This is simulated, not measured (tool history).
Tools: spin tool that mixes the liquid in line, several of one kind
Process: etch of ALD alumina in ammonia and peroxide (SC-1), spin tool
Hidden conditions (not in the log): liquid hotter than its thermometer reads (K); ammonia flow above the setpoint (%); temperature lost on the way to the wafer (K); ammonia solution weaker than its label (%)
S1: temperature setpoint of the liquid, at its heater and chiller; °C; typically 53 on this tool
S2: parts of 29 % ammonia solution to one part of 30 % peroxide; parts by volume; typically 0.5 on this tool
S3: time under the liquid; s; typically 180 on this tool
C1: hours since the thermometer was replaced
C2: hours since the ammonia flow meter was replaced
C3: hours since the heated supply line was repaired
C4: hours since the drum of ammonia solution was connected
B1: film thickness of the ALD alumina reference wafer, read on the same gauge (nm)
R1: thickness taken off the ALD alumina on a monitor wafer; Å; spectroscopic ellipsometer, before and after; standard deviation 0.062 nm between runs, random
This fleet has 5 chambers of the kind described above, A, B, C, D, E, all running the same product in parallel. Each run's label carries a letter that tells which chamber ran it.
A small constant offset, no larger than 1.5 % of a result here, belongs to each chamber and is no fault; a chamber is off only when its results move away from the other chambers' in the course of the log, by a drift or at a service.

{"run": "1C", "hour": 3.3, "S1": 53, "S2": 0.5, "S3": 180, "C1": 888.0, "C2": 540.8, "C3": 355.0, "C4": 680.2, "B1": 89.979, "R1": 68.142}
{"run": "2A", "hour": 6.4, "S1": 53, "S2": 0.5, "S3": 180, "C1": 484.4, "C2": 2053.6, "C3": 376.8, "C4": 170.9, "B1": 90.007, "R1": 65.683}
{"hour": 6.7, "done": "chamber E: heated supply line repaired"}
{"run": "3E", "hour": 12.4, "S1": 53, "S2": 0.5, "S3": 180, "C1": 1034.4, "C2": 178.0, "C3": 5.7, "C4": 323.7, "B1": 89.977, "R1": 65.457}
{"run": "4D", "hour": 15.7, "S1": 53, "S2": 0.5, "S3": 180, "C1": 521.1, "C2": 1287.6, "C3": 794.1, "C4": 352.6, "B1": 90.005, "R1": 65.764}
{"run": "5B", "hour": 19.4, "S1": 53, "S2": 0.5, "S3": 180, "C1": 231.3, "C2": 1364.7, "C3": 1587.9, "C4": 56.8, "B1": 89.981, "R1": 67.583}
{"hour": 19.6, "done": "chamber D: new drum of ammonia solution connected"}
{"run": "6C", "hour": 24.1, "S1": 53, "S2": 0.5, "S3": 180, "C1": 908.8, "C2": 561.6, "C3": 375.8, "C4": 701.0, "B1": 89.99, "R1": 67.367}
{"run": "7B", "hour": 28.1, "S1": 53, "S2": 0.5, "S3": 180, "C1": 240.0, "C2": 1373.4, "C3": 1596.6, "C4": 65.5, "B1": 90.005, "R1": 67.259}
{"run": "8E", "hour": 31.5, "S1": 53, "S2": 0.5, "S3": 180, "C1": 1053.5, "C2": 197.1, "C3": 24.8, "C4": 342.8, "B1": 90.0, "R1": 64.633}
{"run": "9D", "hour": 35.3, "S1": 53, "S2": 0.5, "S3": 180, "C1": 540.7, "C2": 1307.2, "C3": 813.7, "C4": 15.7, "B1": 89.99, "R1": 67.971}
{"run": "10A", "hour": 38.9, "S1": 53, "S2": 0.5, "S3": 180, "C1": 516.9, "C2": 2086.1, "C3": 409.3, "C4": 203.4, "B1": 90.005, "R1": 65.899}
{"run": "11C", "hour": 43.5, "S1": 53, "S2": 0.5, "S3": 180, "C1": 928.2, "C2": 581.0, "C3": 395.2, "C4": 720.4, "B1": 90.007, "R1": 66.939}
{"run": "12B", "hour": 49.0, "S1": 53, "S2": 0.5, "S3": 180, "C1": 260.9, "C2": 1394.3, "C3": 1617.5, "C4": 86.4, "B1": 90.028, "R1": 68.551}
{"run": "13A", "hour": 54.9, "S1": 53, "S2": 0.5, "S3": 180, "C1": 532.9, "C2": 2102.1, "C3": 425.3, "C4": 219.4, "B1": 90.003, "R1": 66.057}
{"run": "14D", "hour": 59.3, "S1": 53, "S2": 0.5, "S3": 240, "C1": 564.7, "C2": 1331.2, "C3": 837.7, "C4": 39.7, "B1": 90.033, "R1": 88.538}
{"run": "15E", "hour": 64.7, "S1": 53, "S2": 0.5, "S3": 240, "C1": 1086.7, "C2": 230.3, "C3": 58.0, "C4": 376.0, "B1": 89.989, "R1": 86.989}
{"run": "16E", "hour": 67.6, "S1": 53, "S2": 0.5, "S3": 240, "C1": 1089.6, "C2": 233.2, "C3": 60.9, "C4": 378.9, "B1": 89.994, "R1": 87.042}
{"run": "17B", "hour": 73.1, "S1": 53, "S2": 0.5, "S3": 240, "C1": 285.0, "C2": 1418.4, "C3": 1641.6, "C4": 110.5, "B1": 89.982, "R1": 91.56}
{"run": "18A", "hour": 78.1, "S1": 53, "S2": 0.5, "S3": 240, "C1": 556.1, "C2": 2125.3, "C3": 448.5, "C4": 242.6, "B1": 89.996, "R1": 87.226}
{"run": "19D", "hour": 84.1, "S1": 53, "S2": 0.5, "S3": 180, "C1": 589.5, "C2": 1356.0, "C3": 862.5, "C4": 64.5, "B1": 89.994, "R1": 67.087}
{"run": "20C", "hour": 89.6, "S1": 53, "S2": 0.5, "S3": 180, "C1": 974.3, "C2": 627.1, "C3": 441.3, "C4": 766.5, "B1": 90.024, "R1": 66.786}
{"run": "21A", "hour": 93.8, "S1": 53, "S2": 0.5, "S3": 180, "C1": 571.8, "C2": 2141.0, "C3": 464.2, "C4": 258.3, "B1": 89.987, "R1": 66.369}
{"run": "22D", "hour": 97.7, "S1": 53, "S2": 0.5, "S3": 180, "C1": 603.1, "C2": 1369.6, "C3": 876.1, "C4": 78.1, "B1": 90.01, "R1": 66.894}
{"run": "23B", "hour": 100.4, "S1": 53, "S2": 0.5, "S3": 180, "C1": 312.3, "C2": 1445.7, "C3": 1668.9, "C4": 137.8, "B1": 90.005, "R1": 69.023}
{"run": "24E", "hour": 104.9, "S1": 53, "S2": 0.5, "S3": 180, "C1": 1126.9, "C2": 270.5, "C3": 98.2, "C4": 416.2, "B1": 89.981, "R1": 65.651}
{"run": "25C", "hour": 110.5, "S1": 53, "S2": 0.5, "S3": 180, "C1": 995.2, "C2": 648.0, "C3": 462.2, "C4": 787.4, "B1": 89.995, "R1": 67.102}
{"run": "26B", "hour": 113.9, "S1": 53, "S2": 0.5, "S3": 180, "C1": 325.8, "C2": 1459.2, "C3": 1682.4, "C4": 151.3, "B1": 90.008, "R1": 71.477}
{"run": "27A", "hour": 118.0, "S1": 53, "S2": 0.5, "S3": 180, "C1": 596.0, "C2": 2165.2, "C3": 488.4, "C4": 282.5, "B1": 89.993, "R1": 67.074}
{"run": "28C", "hour": 123.2, "S1": 53, "S2": 0.5, "S3": 180, "C1": 1007.9, "C2": 660.7, "C3": 474.9, "C4": 800.1, "B1": 89.999, "R1": 65.557}
{"run": "29D", "hour": 127.6, "S1": 53, "S2": 0.5, "S3": 180, "C1": 633.0, "C2": 1399.5, "C3": 906.0, "C4": 108.0, "B1": 89.997, "R1": 65.981}
{"run": "30E", "hour": 132.2, "S1": 53, "S2": 0.5, "S3": 180, "C1": 1154.2, "C2": 297.8, "C3": 125.5, "C4": 443.5, "B1": 89.981, "R1": 65.705}
{"hour": 133.7, "done": "chamber B: new drum of ammonia solution connected"}
{"run": "31E", "hour": 135.8, "S1": 53, "S2": 0.5, "S3": 180, "C1": 1157.8, "C2": 301.4, "C3": 129.1, "C4": 447.1, "B1": 89.992, "R1": 64.974}
{"run": "32C", "hour": 140.1, "S1": 53, "S2": 0.5, "S3": 85, "C1": 1024.8, "C2": 677.6, "C3": 491.8, "C4": 817.0, "B1": 89.986, "R1": 31.485}
{"run": "33B", "hour": 143.3, "S1": 53, "S2": 0.5, "S3": 85, "C1": 355.2, "C2": 1488.6, "C3": 1711.8, "C4": 9.6, "B1": 90.012, "R1": 33.484}
{"run": "34D", "hour": 147.6, "S1": 53, "S2": 0.5, "S3": 85, "C1": 653.0, "C2": 1419.5, "C3": 926.0, "C4": 128.0, "B1": 90.014, "R1": 31.485}
{"run": "35A", "hour": 151.5, "S1": 53, "S2": 0.5, "S3": 85, "C1": 629.5, "C2": 2198.7, "C3": 521.9, "C4": 316.0, "B1": 89.999, "R1": 31.258}
{"run": "36A", "hour": 157.1, "S1": 53, "S2": 0.5, "S3": 85, "C1": 635.1, "C2": 2204.3, "C3": 527.5, "C4": 321.6, "B1": 90.002, "R1": 31.332}
{"run": "37E", "hour": 162.5, "S1": 53, "S2": 0.5, "S3": 180, "C1": 1184.5, "C2": 328.1, "C3": 155.8, "C4": 473.8, "B1": 89.995, "R1": 65.028}
{"run": "38B", "hour": 168.6, "S1": 53, "S2": 0.5, "S3": 180, "C1": 380.5, "C2": 1513.9, "C3": 1737.1, "C4": 34.9, "B1": 90.014, "R1": 72.576}
{"run": "39D", "hour": 173.2, "S1": 53, "S2": 0.5, "S3": 180, "C1": 678.6, "C2": 1445.1, "C3": 951.6, "C4": 153.6, "B1": 89.999, "R1": 67.731}
{"run": "40C", "hour": 178.2, "S1": 53, "S2": 0.5, "S3": 180, "C1": 1062.9, "C2": 715.7, "C3": 529.9, "C4": 855.1, "B1": 89.986, "R1": 68.505}
{"run": "41C", "hour": 182.4, "S1": 53, "S2": 0.5, "S3": 180, "C1": 1067.1, "C2": 719.9, "C3": 534.1, "C4": 859.3, "B1": 89.999, "R1": 67.386}
{"run": "42E", "hour": 187.5, "S1": 53, "S2": 0.5, "S3": 180, "C1": 1209.5, "C2": 353.1, "C3": 180.8, "C4": 498.8, "B1": 89.981, "R1": 64.896}

Has any chamber moved away from the others, gradually or after a service, or does the common gauge drift, or do the chambers differ only by their own small steady offsets? State the chamber and the most likely cause if one applies.

Chamber B drifts away from the others.
Likeliest cause: liquid hotter than its thermometer reads (K) = 1.69.

Here are 4 candidates for chamber B's next run, each the usual settings with a change, their results left as question marks. Which one brings its results back in line with what the others give on the usual settings?
A result is in line if it is within this distance of the other chambers' mean on the usual settings: R1 2.200 Å
{"run": "43B-1", "hour": 192.0, "S1": 52.5, "S2": 0.5, "S3": 175, "R1": "?"}
{"run": "43B-2", "hour": 192.0, "S1": 52.0, "S2": 0.5, "S3": 170, "R1": "?"}
{"run": "43B-3", "hour": 192.0, "S1": 53.0, "S2": 0.7, "S3": 180, "R1": "?"}
{"run": "43B-4", "hour": 192.0, "S1": 53.0, "S2": 0.5, "S3": 200, "R1": "?"}

The mean the other chambers reach with the usual settings: R1 66.260 Å
run=43B-1 R1=70.008
run=43B-2 R1=66.211
run=43B-3 R1=76.394
run=43B-4 R1=82.215
43B-2 is the one that brings the chamber's results back in line with the other chambers.
